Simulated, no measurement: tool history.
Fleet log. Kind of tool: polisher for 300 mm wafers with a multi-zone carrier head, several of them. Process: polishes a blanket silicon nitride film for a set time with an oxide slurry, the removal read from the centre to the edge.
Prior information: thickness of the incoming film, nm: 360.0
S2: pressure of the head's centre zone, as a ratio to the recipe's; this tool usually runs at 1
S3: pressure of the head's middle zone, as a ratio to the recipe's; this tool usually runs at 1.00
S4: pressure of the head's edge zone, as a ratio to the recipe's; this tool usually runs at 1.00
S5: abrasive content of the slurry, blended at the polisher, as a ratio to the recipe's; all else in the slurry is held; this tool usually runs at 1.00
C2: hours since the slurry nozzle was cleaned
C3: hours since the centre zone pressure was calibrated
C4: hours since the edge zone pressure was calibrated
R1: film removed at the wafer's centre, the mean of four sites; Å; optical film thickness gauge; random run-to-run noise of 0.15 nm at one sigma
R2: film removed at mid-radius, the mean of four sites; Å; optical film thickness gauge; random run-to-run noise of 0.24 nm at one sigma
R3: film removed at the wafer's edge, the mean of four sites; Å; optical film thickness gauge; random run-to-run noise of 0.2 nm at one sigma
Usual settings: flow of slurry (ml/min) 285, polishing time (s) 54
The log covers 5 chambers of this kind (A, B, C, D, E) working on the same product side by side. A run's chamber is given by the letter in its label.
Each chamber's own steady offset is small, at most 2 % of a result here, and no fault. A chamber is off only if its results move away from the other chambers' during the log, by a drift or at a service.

-- day=0.071 chamber D: worn pad replaced by a new one
run 1E day=0.150 | flow_of_slurry_(ml/min)=285 S2=1 S3=1.00 S4=1.00 S5=1.00 polishing_time_(s)=54 | wafers_polished_on_this_pad=326 C2=84.9 C3=286.0 C4=813.1 | R1=182.54 R2=184.04 R3=184.12
run 2B day=0.342 | flow_of_slurry_(ml/min)=285 S2=1 S3=1.00 S4=1.00 S5=1.00 polishing_time_(s)=54 | wafers_polished_on_this_pad=483 C2=386.1 C3=1037.2 C4=431.9 | R1=188.99 R2=184.25 R3=187.06
run 3C day=0.450 | flow_of_slurry_(ml/min)=285 S2=1 S3=1.00 S4=1.00 S5=1.00 polishing_time_(s)=54 | wafers_polished_on_this_pad=261 C2=630.3 C3=368.0 C4=225.4 | R1=184.23 R2=181.60 R3=182.47
run 4D day=0.567 | flow_of_slurry_(ml/min)=285 S2=1 S3=1.00 S4=1.00 S5=1.00 polishing_time_(s)=54 | wafers_polished_on_this_pad=84 C2=238.0 C3=514.0 C4=229.4 | R1=184.42 R2=184.86 R3=181.15
run 5A day=0.779 | flow_of_slurry_(ml/min)=285 S2=1 S3=1.00 S4=1.08 S5=1.00 polishing_time_(s)=40 | wafers_polished_on_this_pad=370 C2=658.7 C3=366.1 C4=524.2 | R1=134.85 R2=135.46 R3=144.86
run 6E day=0.962 | flow_of_slurry_(ml/min)=285 S2=1 S3=1.00 S4=1.08 S5=1.00 polishing_time_(s)=40 | wafers_polished_on_this_pad=463 C2=104.4 C3=305.5 C4=832.6 | R1=135.95 R2=136.36 R3=141.58
run 7C day=1.100 | flow_of_slurry_(ml/min)=285 S2=1 S3=1.00 S4=1.08 S5=1.00 polishing_time_(s)=40 | wafers_polished_on_this_pad=371 C2=645.9 C3=383.6 C4=241.0 | R1=135.38 R2=135.68 R3=141.79
run 8D day=1.300 | flow_of_slurry_(ml/min)=285 S2=1 S3=1.00 S4=1.08 S5=1.00 polishing_time_(s)=40 | wafers_polished_on_this_pad=208 C2=255.6 C3=531.6 C4=247.0 | R1=134.77 R2=134.03 R3=138.32
-- day=1.438 chamber E: edge zone pressure recalibrated
run 9B day=1.504 | flow_of_slurry_(ml/min)=285 S2=1 S3=1.00 S4=1.08 S5=1.00 polishing_time_(s)=40 | wafers_polished_on_this_pad=680 C2=414.0 C3=1065.1 C4=459.8 | R1=137.66 R2=133.43 R3=141.71
run 10A day=1.638 | flow_of_slurry_(ml/min)=285 S2=1 S3=1.00 S4=1.00 S5=1.00 polishing_time_(s)=54 | wafers_polished_on_this_pad=516 C2=679.3 C3=386.7 C4=544.8 | R1=182.10 R2=179.81 R3=182.30
run 11B day=1.821 | flow_of_slurry_(ml/min)=285 S2=1 S3=1.00 S4=1.00 S5=1.00 polishing_time_(s)=54 | wafers_polished_on_this_pad=734 C2=421.6 C3=1072.7 C4=467.4 | R1=184.25 R2=185.53 R3=183.22
run 12A day=1.958 | flow_of_slurry_(ml/min)=285 S2=1 S3=1.00 S4=1.00 S5=1.00 polishing_time_(s)=54 | wafers_polished_on_this_pad=570 C2=687.0 C3=394.4 C4=552.5 | R1=182.51 R2=184.94 R3=183.14
run 13D day=2.121 | flow_of_slurry_(ml/min)=285 S2=1 S3=1.00 S4=1.00 S5=1.00 polishing_time_(s)=54 | wafers_polished_on_this_pad=347 C2=275.3 C3=551.3 C4=266.7 | R1=182.20 R2=178.31 R3=182.36
run 14C day=2.367 | flow_of_slurry_(ml/min)=285 S2=1 S3=1.00 S4=1.00 S5=1.25 polishing_time_(s)=38 | wafers_polished_on_this_pad=586 C2=676.3 C3=414.0 C4=271.4 | R1=143.79 R2=141.46 R3=142.06
-- day=2.429 chamber E: centre zone pressure recalibrated
run 15E day=2.475 | flow_of_slurry_(ml/min)=285 S2=1 S3=1.00 S4=1.00 S5=1.25 polishing_time_(s)=38 | wafers_polished_on_this_pad=719 C2=140.7 C3=1.1 C4=25.0 | R1=158.58 R2=140.55 R3=142.37
run 16A day=2.592 | flow_of_slurry_(ml/min)=285 S2=1 S3=1.00 S4=1.00 S5=1.25 polishing_time_(s)=38 | wafers_polished_on_this_pad=677 C2=702.2 C3=409.6 C4=567.7 | R1=141.49 R2=137.49 R3=146.41
run 17C day=2.767 | flow_of_slurry_(ml/min)=285 S2=1 S3=1.00 S4=1.00 S5=1.25 polishing_time_(s)=38 | wafers_polished_on_this_pad=654 C2=685.9 C3=423.6 C4=281.0 | R1=140.23 R2=140.30 R3=139.53
run 18B day=2.938 | flow_of_slurry_(ml/min)=285 S2=1 S3=1.00 S4=1.00 S5=1.25 polishing_time_(s)=38 | wafers_polished_on_this_pad=923 C2=448.4 C3=1099.5 C4=494.2 | R1=144.63 R2=144.78 R3=141.99
-- day=3.054 chamber B: worn pad replaced by a new one
run 19D day=3.096 | flow_of_slurry_(ml/min)=285 S2=1 S3=1.00 S4=1.00 S5=1.00 polishing_time_(s)=54 | wafers_polished_on_this_pad=512 C2=298.7 C3=574.7 C4=290.1 | R1=181.66 R2=184.55 R3=179.73
run 20E day=3.279 | flow_of_slurry_(ml/min)=285 S2=1 S3=1.00 S4=1.00 S5=1.00 polishing_time_(s)=54 | wafers_polished_on_this_pad=856 C2=160.0 C3=20.4 C4=44.3 | R1=202.14 R2=181.27 R3=184.64
-- day=3.371 chamber A: slurry nozzle cleaned
-- day=3.429 chamber D: slurry nozzle cleaned
run 21A day=3.508 | flow_of_slurry_(ml/min)=285 S2=1 S3=1.00 S4=1.00 S5=1.00 polishing_time_(s)=54 | wafers_polished_on_this_pad=833 C2=3.4 C3=431.6 C4=589.7 | R1=181.87 R2=181.88 R3=185.90
-- day=3.704 chamber D: worn pad replaced by a new one
run 22D day=3.721 | flow_of_slurry_(ml/min)=285 S2=1 S3=1.00 S4=1.00 S5=1.00 polishing_time_(s)=54 | wafers_polished_on_this_pad=3 C2=7.1 C3=589.7 C4=305.1 | R1=182.70 R2=184.32 R3=180.58
-- day=3.800 chamber E: worn pad replaced by a new one
run 23E day=3.875 | flow_of_slurry_(ml/min)=285 S2=1 S3=1.00 S4=1.00 S5=1.00 polishing_time_(s)=65 | wafers_polished_on_this_pad=12 C2=174.3 C3=34.7 C4=58.6 | R1=246.11 R2=217.60 R3=222.78
run 24B day=3.983 | flow_of_slurry_(ml/min)=285 S2=1 S3=1.00 S4=1.00 S5=1.00 polishing_time_(s)=65 | wafers_polished_on_this_pad=157 C2=473.5 C3=1124.6 C4=519.3 | R1=222.84 R2=221.10 R3=221.30
-- day=4.208 chamber C: slurry nozzle cleaned
run 25C day=4.225 | flow_of_slurry_(ml/min)=285 S2=1 S3=1.00 S4=1.00 S5=1.00 polishing_time_(s)=65 | wafers_polished_on_this_pad=901 C2=0.5 C3=458.6 C4=316.0 | R1=220.24 R2=217.71 R3=221.94
run 26D day=4.462 | flow_of_slurry_(ml/min)=285 S2=1 S3=1.00 S4=1.00 S5=1.00 polishing_time_(s)=65 | wafers_polished_on_this_pad=128 C2=24.9 C3=607.5 C4=322.9 | R1=224.38 R2=226.67 R3=223.52
run 27A day=4.688 | flow_of_slurry_(ml/min)=285 S2=1 S3=1.00 S4=1.00 S5=1.00 polishing_time_(s)=65 | wafers_polished_on_this_pad=1032 C2=31.7 C3=459.9 C4=618.0 | R1=221.80 R2=214.46 R3=223.75
run 28B day=4.925 | flow_of_slurry_(ml/min)=285 S2=1 S3=1.00 S4=1.00 S5=1.00 polishing_time_(s)=54 | wafers_polished_on_this_pad=316 C2=496.1 C3=1147.2 C4=541.9 | R1=185.30 R2=182.46 R3=185.92
run 29C day=5.075 | flow_of_slurry_(ml/min)=285 S2=1 S3=1.00 S4=1.00 S5=1.00 polishing_time_(s)=54 | wafers_polished_on_this_pad=1045 C2=20.9 C3=479.0 C4=336.4 | R1=182.17 R2=181.91 R3=183.78
run 30E day=5.304 | flow_of_slurry_(ml/min)=285 S2=1 S3=1.00 S4=1.00 S5=1.00 polishing_time_(s)=54 | wafers_polished_on_this_pad=254 C2=208.6 C3=69.0 C4=92.9 | R1=203.86 R2=182.44 R3=182.62
-- day=5.321 chamber C: worn pad replaced by a new one
run 31D day=5.517 | flow_of_slurry_(ml/min)=285 S2=1 S3=1.00 S4=1.00 S5=1.00 polishing_time_(s)=54 | wafers_polished_on_this_pad=307 C2=50.2 C3=632.8 C4=348.2 | R1=183.75 R2=183.92 R3=182.12
run 32B day=5.625 | flow_of_slurry_(ml/min)=285 S2=1 S3=1.00 S4=1.00 S5=1.00 polishing_time_(s)=54 | wafers_polished_on_this_pad=435 C2=512.9 C3=1164.0 C4=558.7 | R1=185.17 R2=180.02 R3=179.70
run 33E day=5.862 | flow_of_slurry_(ml/min)=285 S2=1 S3=1.00 S4=1.00 S5=1.00 polishing_time_(s)=54 | wafers_polished_on_this_pad=349 C2=222.0 C3=82.4 C4=106.3 | R1=205.72 R2=186.65 R3=178.88
run 34C day=6.092 | flow_of_slurry_(ml/min)=285 S2=1 S3=1.00 S4=1.00 S5=1.00 polishing_time_(s)=54 | wafers_polished_on_this_pad=130 C2=45.3 C3=503.4 C4=360.8 | R1=181.42 R2=181.07 R3=184.28
run 35A day=6.212 | flow_of_slurry_(ml/min)=285 S2=1 S3=1.00 S4=1.00 S5=1.00 polishing_time_(s)=54 | wafers_polished_on_this_pad=1291 C2=68.3 C3=496.5 C4=654.6 | R1=186.74 R2=184.07 R3=184.30
run 36A day=6.375 | flow_of_slurry_(ml/min)=285 S2=1 S3=1.00 S4=1.00 S5=1.00 polishing_time_(s)=54 | wafers_polished_on_this_pad=1318 C2=72.2 C3=500.4 C4=658.5 | R1=184.05 R2=181.64 R3=181.18
run 37C day=6.504 | flow_of_slurry_(ml/min)=285 S2=1 S3=1.00 S4=1.00 S5=1.00 polishing_time_(s)=54 | wafers_polished_on_this_pad=200 C2=55.2 C3=513.3 C4=370.7 | R1=184.11 R2=180.98 R3=181.46
-- day=6.562 chamber D: worn pad replaced by a new one
run 38E day=6.679 | flow_of_slurry_(ml/min)=285 S2=1 S3=1.00 S4=1.00 S5=1.00 polishing_time_(s)=54 | wafers_polished_on_this_pad=487 C2=241.6 C3=102.0 C4=125.9 | R1=202.63 R2=183.46 R3=181.93
run 39D day=6.825 | flow_of_slurry_(ml/min)=285 S2=1 S3=1.00 S4=1.00 S5=1.00 polishing_time_(s)=54 | wafers_polished_on_this_pad=45 C2=81.6 C3=664.2 C4=379.6 | R1=183.29 R2=188.75 R3=181.23
run 40B day=6.988 | flow_of_slurry_(ml/min)=285 S2=1 S3=1.00 S4=1.00 S5=1.00 polishing_time_(s)=54 | wafers_polished_on_this_pad=666 C2=545.6 C3=1196.7 C4=591.4 | R1=184.94 R2=181.25 R3=186.12
run 41A day=7.125 | flow_of_slurry_(ml/min)=285 S2=1 S3=1.11 S4=1.07 S5=1.00 polishing_time_(s)=54 | wafers_polished_on_this_pad=1445 C2=90.2 C3=518.4 C4=676.5 | R1=186.22 R2=196.57 R3=196.00
run 42D day=7.258 | flow_of_slurry_(ml/min)=285 S2=1 S3=1.11 S4=1.07 S5=1.00 polishing_time_(s)=54 | wafers_polished_on_this_pad=118 C2=92.0 C3=674.6 C4=390.0 | R1=185.10 R2=198.98 R3=185.87
run 43C day=7.467 | flow_of_slurry_(ml/min)=285 S2=1 S3=1.11 S4=1.07 S5=1.00 polishing_time_(s)=54 | wafers_polished_on_this_pad=363 C2=78.3 C3=536.4 C4=393.8 | R1=182.47 R2=197.30 R3=188.75

All 5 chambers run these settings next. Forecast each chamber's results:
run 44A day=7.642 | flow_of_slurry_(ml/min)=285 S2=1 S3=1.00 S4=1.00 S5=1.00 polishing_time_(s)=54 | R1=? R2=? R3=?
run 44B day=7.642 | flow_of_slurry_(ml/min)=285 S2=1 S3=1.00 S4=1.00 S5=1.00 polishing_time_(s)=54 | R1=? R2=? R3=?
run 44C day=7.642 | flow_of_slurry_(ml/min)=285 S2=1 S3=1.00 S4=1.00 S5=1.00 polishing_time_(s)=54 | R1=? R2=? R3=?
run 44D day=7.642 | flow_of_slurry_(ml/min)=285 S2=1 S3=1.00 S4=1.00 S5=1.00 polishing_time_(s)=54 | R1=? R2=? R3=?
run 44E day=7.642 | flow_of_slurry_(ml/min)=285 S2=1 S3=1.00 S4=1.00 S5=1.00 polishing_time_(s)=54 | R1=? R2=? R3=?

run=44A R1=185.05 R2=181.20 R3=182.30
run=44B R1=187.37 R2=183.03 R3=181.86
run=44C R1=183.00 R2=178.07 R3=183.13
run=44D R1=182.97 R2=183.61 R3=181.72
run=44E R1=202.90 R2=186.05 R3=181.30
